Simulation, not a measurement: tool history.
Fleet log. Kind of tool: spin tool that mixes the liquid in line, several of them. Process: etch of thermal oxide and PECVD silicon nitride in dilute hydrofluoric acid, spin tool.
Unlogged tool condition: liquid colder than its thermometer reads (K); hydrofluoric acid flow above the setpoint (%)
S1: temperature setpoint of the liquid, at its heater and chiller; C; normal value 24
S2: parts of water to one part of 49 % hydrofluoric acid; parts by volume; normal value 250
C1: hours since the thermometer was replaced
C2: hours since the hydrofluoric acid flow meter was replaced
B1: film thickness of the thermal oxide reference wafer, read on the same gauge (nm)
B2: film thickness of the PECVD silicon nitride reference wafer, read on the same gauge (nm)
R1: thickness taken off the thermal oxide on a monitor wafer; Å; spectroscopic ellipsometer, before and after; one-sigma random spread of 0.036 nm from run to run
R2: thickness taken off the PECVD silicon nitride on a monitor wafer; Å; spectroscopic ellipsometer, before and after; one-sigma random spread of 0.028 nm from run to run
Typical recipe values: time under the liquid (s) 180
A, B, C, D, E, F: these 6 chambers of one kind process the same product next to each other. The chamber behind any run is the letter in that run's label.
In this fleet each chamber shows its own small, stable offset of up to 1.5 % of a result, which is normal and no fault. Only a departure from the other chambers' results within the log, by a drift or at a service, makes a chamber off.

run 1E day=0.338 | S1=24 S2=250 time_under_the_liquid_(s)=180 | C1=2709.4 C2=293.7 | B1=60.011 B2=100.02 | R1=28.928 R2=13.608
run 2C day=0.712 | S1=24 S2=250 time_under_the_liquid_(s)=180 | C1=1328.2 C2=841.8 | B1=60.008 B2=99.976 | R1=29.296 R2=13.639
run 3F day=1.229 | S1=24 S2=250 time_under_the_liquid_(s)=180 | C1=970 C2=1479.2 | B1=59.995 B2=99.986 | R1=28.64 R2=13.539
run 4D day=1.683 | S1=24 S2=250 time_under_the_liquid_(s)=180 | C1=1019.3 C2=1030.2 | B1=59.984 B2=100.01 | R1=29.352 R2=13.685
run 5B day=1.962 | S1=24 S2=200 time_under_the_liquid_(s)=280 | C1=363.9 C2=814.3 | B1=59.987 B2=99.992 | R1=59.918 R2=25.685
-- day=1.971 chamber E: thermometer replaced
-- day=2.183 chamber B: hydrofluoric acid flow meter replaced
run 6A day=2.45 | S1=24 S2=200 time_under_the_liquid_(s)=280 | C1=321.9 C2=609 | B1=60.004 B2=100.01 | R1=60.443 R2=26.259
run 7B day=2.692 | S1=24 S2=200 time_under_the_liquid_(s)=280 | C1=381.4 C2=12.3 | B1=60.011 B2=99.996 | R1=58.569 R2=25.926
run 8E day=3.054 | S1=24 S2=200 time_under_the_liquid_(s)=280 | C1=26.1 C2=358.9 | B1=60.025 B2=100.03 | R1=59.006 R2=27.457
run 9F day=3.35 | S1=24 S2=200 time_under_the_liquid_(s)=280 | C1=1020.9 C2=1530.1 | B1=60.022 B2=99.996 | R1=58.733 R2=26.109
run 10A day=3.675 | S1=24 S2=200 time_under_the_liquid_(s)=280 | C1=351.3 C2=638.4 | B1=60 B2=100.02 | R1=59.616 R2=27.96
run 11D day=4.067 | S1=24 S2=250 time_under_the_liquid_(s)=180 | C1=1076.5 C2=1087.4 | B1=60.004 B2=99.962 | R1=29.631 R2=13.359
-- day=4.15 chamber A: hydrofluoric acid flow meter replaced
run 12C day=4.425 | S1=24 S2=250 time_under_the_liquid_(s)=180 | C1=1417.3 C2=930.9 | B1=60.011 B2=100.02 | R1=28.975 R2=13.509
run 13E day=4.85 | S1=24 S2=250 time_under_the_liquid_(s)=180 | C1=69.2 C2=402 | B1=60.01 B2=100.01 | R1=28.774 R2=13.976
run 14F day=5.175 | S1=24 S2=250 time_under_the_liquid_(s)=180 | C1=1064.7 C2=1573.9 | B1=60.015 B2=99.998 | R1=28.754 R2=13.969
run 15A day=5.625 | S1=24 S2=250 time_under_the_liquid_(s)=180 | C1=398.1 C2=35.4 | B1=60 B2=100.02 | R1=29.191 R2=13.466
run 16D day=5.925 | S1=24 S2=250 time_under_the_liquid_(s)=180 | C1=1121.1 C2=1132 | B1=60.005 B2=99.993 | R1=29.32 R2=13.34
run 17C day=6.188 | S1=24 S2=250 time_under_the_liquid_(s)=180 | C1=1459.6 C2=973.2 | B1=60.003 B2=99.991 | R1=29.8 R2=13.098
run 18B day=6.496 | S1=24 S2=175 time_under_the_liquid_(s)=275 | C1=472.7 C2=103.6 | B1=60.003 B2=99.993 | R1=68.117 R2=29.409
run 19D day=6.754 | S1=24 S2=175 time_under_the_liquid_(s)=275 | C1=1141 C2=1151.9 | B1=60.008 B2=99.992 | R1=70.376 R2=29.758
-- day=6.954 chamber E: hydrofluoric acid flow meter replaced
run 20A day=7.029 | S1=24 S2=175 time_under_the_liquid_(s)=275 | C1=431.8 C2=69.1 | B1=60.018 B2=99.968 | R1=68.219 R2=30.378
run 21E day=7.433 | S1=24 S2=175 time_under_the_liquid_(s)=275 | C1=131.2 C2=11.6 | B1=60.006 B2=99.966 | R1=67.797 R2=29.75
run 22F day=7.971 | S1=24 S2=175 time_under_the_liquid_(s)=275 | C1=1131.8 C2=1641 | B1=60.048 B2=100.03 | R1=67.063 R2=29.253
run 23B day=8.471 | S1=24 S2=175 time_under_the_liquid_(s)=275 | C1=520.1 C2=151 | B1=60.001 B2=100.05 | R1=67.544 R2=29.426
run 24C day=8.929 | S1=24 S2=250 time_under_the_liquid_(s)=180 | C1=1525.4 C2=1039 | B1=60.02 B2=99.993 | R1=30.251 R2=13.927
run 25A day=9.442 | S1=24 S2=250 time_under_the_liquid_(s)=180 | C1=489.7 C2=127 | B1=60.009 B2=99.955 | R1=28.768 R2=13.291
run 26C day=9.967 | S1=24 S2=250 time_under_the_liquid_(s)=180 | C1=1550.3 C2=1063.9 | B1=60.016 B2=99.998 | R1=30.153 R2=14.285
run 27B day=10.425 | S1=24 S2=250 time_under_the_liquid_(s)=180 | C1=567 C2=197.9 | B1=59.987 B2=100.06 | R1=28.684 R2=13.615
run 28E day=10.667 | S1=24 S2=290 time_under_the_liquid_(s)=180 | C1=208.8 C2=89.2 | B1=60.016 B2=100.01 | R1=23.718 R2=11.471
run 29D day=10.962 | S1=24 S2=290 time_under_the_liquid_(s)=180 | C1=1242 C2=1252.9 | B1=60.03 B2=99.991 | R1=24.205 R2=11.578
run 30F day=11.329 | S1=24 S2=290 time_under_the_liquid_(s)=180 | C1=1212.4 C2=1721.6 | B1=60.027 B2=100 | R1=24.114 R2=12.126
run 31B day=11.567 | S1=24 S2=290 time_under_the_liquid_(s)=180 | C1=594.4 C2=225.3 | B1=59.997 B2=99.979 | R1=23.729 R2=11.52
run 32F day=11.821 | S1=24 S2=290 time_under_the_liquid_(s)=180 | C1=1224.2 C2=1733.4 | B1=59.979 B2=99.976 | R1=24.205 R2=11.752
run 33D day=12.188 | S1=24 S2=290 time_under_the_liquid_(s)=180 | C1=1271.4 C2=1282.3 | B1=59.993 B2=100.01 | R1=24.017 R2=11.907
run 34E day=12.671 | S1=24 S2=250 time_under_the_liquid_(s)=180 | C1=256.9 C2=137.3 | B1=60.022 B2=99.999 | R1=28.57 R2=13.696
run 35A day=13.188 | S1=24 S2=250 time_under_the_liquid_(s)=180 | C1=579.6 C2=216.9 | B1=59.978 B2=100.02 | R1=28.885 R2=13.692
run 36C day=13.6 | S1=24 S2=250 time_under_the_liquid_(s)=180 | C1=1637.5 C2=1151.1 | B1=60.028 B2=100.03 | R1=32.337 R2=14.905
run 37F day=13.896 | S1=24 S2=250 time_under_the_liquid_(s)=180 | C1=1274 C2=1783.2 | B1=60.016 B2=99.99 | R1=28.332 R2=13.607
run 38D day=14.408 | S1=24 S2=250 time_under_the_liquid_(s)=180 | C1=1324.7 C2=1335.6 | B1=60.023 B2=99.976 | R1=29.569 R2=13.51

All 6 chambers run these settings next. Forecast each chamber's results:
run 39A day=14.796 | S1=24 S2=250 time_under_the_liquid_(s)=115 | R1=? R2=?
run 39B day=14.796 | S1=24 S2=250 time_under_the_liquid_(s)=115 | R1=? R2=?
run 39C day=14.796 | S1=24 S2=250 time_under_the_liquid_(s)=115 | R1=? R2=?
run 39D day=14.796 | S1=24 S2=250 time_under_the_liquid_(s)=115 | R1=? R2=?
run 39E day=14.796 | S1=24 S2=250 time_under_the_liquid_(s)=115 | R1=? R2=?
run 39F day=14.796 | S1=24 S2=250 time_under_the_liquid_(s)=115 | R1=? R2=?

run=39A R1=18.193 R2=8.7428
run=39B R1=18.619 R2=8.6413
run=39C R1=20.617 R2=9.3377
run=39D R1=18.169 R2=8.7179
run=39E R1=18.223 R2=8.8612
run=39F R1=18.481 R2=8.915
